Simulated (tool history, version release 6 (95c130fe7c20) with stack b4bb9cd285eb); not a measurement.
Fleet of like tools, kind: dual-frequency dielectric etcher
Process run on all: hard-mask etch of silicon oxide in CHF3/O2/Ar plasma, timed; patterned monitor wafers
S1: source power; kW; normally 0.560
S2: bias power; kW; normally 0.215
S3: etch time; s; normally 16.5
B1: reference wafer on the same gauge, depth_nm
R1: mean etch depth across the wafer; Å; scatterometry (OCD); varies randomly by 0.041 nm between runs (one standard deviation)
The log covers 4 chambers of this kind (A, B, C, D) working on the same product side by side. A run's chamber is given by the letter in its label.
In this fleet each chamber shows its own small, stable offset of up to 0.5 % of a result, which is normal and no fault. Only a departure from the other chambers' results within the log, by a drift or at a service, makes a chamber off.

{"run": "1C", "hour": 3.4, "S1": 0.56, "S2": 0.215, "S3": 16.5, "B1": 30.591, "R1": 336.9}
{"run": "2B", "hour": 9.1, "S1": 0.56, "S2": 0.215, "S3": 16.5, "B1": 30.588, "R1": 339.61}
{"run": "3D", "hour": 15.2, "S1": 0.56, "S2": 0.215, "S3": 16.5, "B1": 30.586, "R1": 338.79}
{"hour": 18.1, "done": "chamber B: wet clean of the chamber"}
{"run": "4A", "hour": 19.5, "S1": 0.56, "S2": 0.215, "S3": 16.5, "B1": 30.575, "R1": 336.94}
{"run": "5A", "hour": 22.6, "S1": 0.56, "S2": 0.215, "S3": 16.5, "B1": 30.577, "R1": 337.35}
{"run": "6D", "hour": 28.1, "S1": 0.66, "S2": 0.215, "S3": 16.5, "B1": 30.583, "R1": 360.77}
{"run": "7C", "hour": 33.0, "S1": 0.66, "S2": 0.215, "S3": 16.5, "B1": 30.563, "R1": 357.6}
{"run": "8B", "hour": 37.1, "S1": 0.66, "S2": 0.215, "S3": 16.5, "B1": 30.56, "R1": 362.31}
{"run": "9D", "hour": 43.2, "S1": 0.66, "S2": 0.215, "S3": 16.5, "B1": 30.553, "R1": 360.16}
{"run": "10B", "hour": 48.4, "S1": 0.56, "S2": 0.215, "S3": 16.5, "B1": 30.555, "R1": 339.22}
{"run": "11A", "hour": 52.0, "S1": 0.56, "S2": 0.215, "S3": 16.5, "B1": 30.559, "R1": 336.68}
{"run": "12C", "hour": 57.8, "S1": 0.56, "S2": 0.215, "S3": 16.5, "B1": 30.541, "R1": 335.73}
{"run": "13C", "hour": 61.6, "S1": 0.65, "S2": 0.215, "S3": 16.5, "B1": 30.537, "R1": 354.72}
{"run": "14D", "hour": 67.1, "S1": 0.65, "S2": 0.215, "S3": 16.5, "B1": 30.54, "R1": 356.96}
{"run": "15B", "hour": 72.5, "S1": 0.65, "S2": 0.215, "S3": 16.5, "B1": 30.535, "R1": 359.31}
{"run": "16A", "hour": 76.9, "S1": 0.65, "S2": 0.215, "S3": 16.5, "B1": 30.525, "R1": 356.76}
{"run": "17D", "hour": 83.1, "S1": 0.56, "S2": 0.215, "S3": 16.5, "B1": 30.518, "R1": 337.76}
{"run": "18C", "hour": 87.7, "S1": 0.56, "S2": 0.215, "S3": 16.5, "B1": 30.51, "R1": 335.56}
{"run": "19B", "hour": 93.5, "S1": 0.56, "S2": 0.215, "S3": 16.5, "B1": 30.52, "R1": 338.79}
{"run": "20A", "hour": 99.0, "S1": 0.56, "S2": 0.215, "S3": 16.5, "B1": 30.489, "R1": 336.13}
{"run": "21A", "hour": 102.4, "S1": 0.56, "S2": 0.251, "S3": 20.5, "B1": 30.497, "R1": 441.32}
{"run": "22D", "hour": 106.0, "S1": 0.56, "S2": 0.251, "S3": 20.5, "B1": 30.497, "R1": 442.58}
{"run": "23C", "hour": 109.7, "S1": 0.56, "S2": 0.251, "S3": 20.5, "B1": 30.506, "R1": 439.5}
{"run": "24B", "hour": 114.1, "S1": 0.56, "S2": 0.251, "S3": 20.5, "B1": 30.496, "R1": 444.22}
{"run": "25B", "hour": 120.5, "S1": 0.56, "S2": 0.215, "S3": 16.5, "B1": 30.482, "R1": 338.86}
{"run": "26C", "hour": 124.1, "S1": 0.56, "S2": 0.215, "S3": 16.5, "B1": 30.472, "R1": 336.09}
{"run": "27A", "hour": 130.5, "S1": 0.56, "S2": 0.215, "S3": 16.5, "B1": 30.471, "R1": 335.84}
{"run": "28D", "hour": 137.1, "S1": 0.56, "S2": 0.215, "S3": 16.5, "B1": 30.466, "R1": 337.75}
{"run": "29C", "hour": 142.6, "S1": 0.56, "S2": 0.215, "S3": 16.5, "B1": 30.458, "R1": 334.64}
{"run": "30B", "hour": 148.7, "S1": 0.56, "S2": 0.215, "S3": 16.5, "B1": 30.45, "R1": 337.99}
{"run": "31A", "hour": 154.0, "S1": 0.56, "S2": 0.242, "S3": 16.5, "B1": 30.453, "R1": 349.16}

All 4 chambers run these settings next. Forecast each chamber's results:
{"run": "32A", "hour": 158.8, "S1": 0.47, "S2": 0.215, "S3": 16.5, "R1": "?"}
{"run": "32B", "hour": 158.8, "S1": 0.47, "S2": 0.215, "S3": 16.5, "R1": "?"}
{"run": "32C", "hour": 158.8, "S1": 0.47, "S2": 0.215, "S3": 16.5, "R1": "?"}
{"run": "32D", "hour": 158.8, "S1": 0.47, "S2": 0.215, "S3": 16.5, "R1": "?"}

run=32A R1=313.92
run=32B R1=315.78
run=32C R1=313.20
run=32D R1=315.59
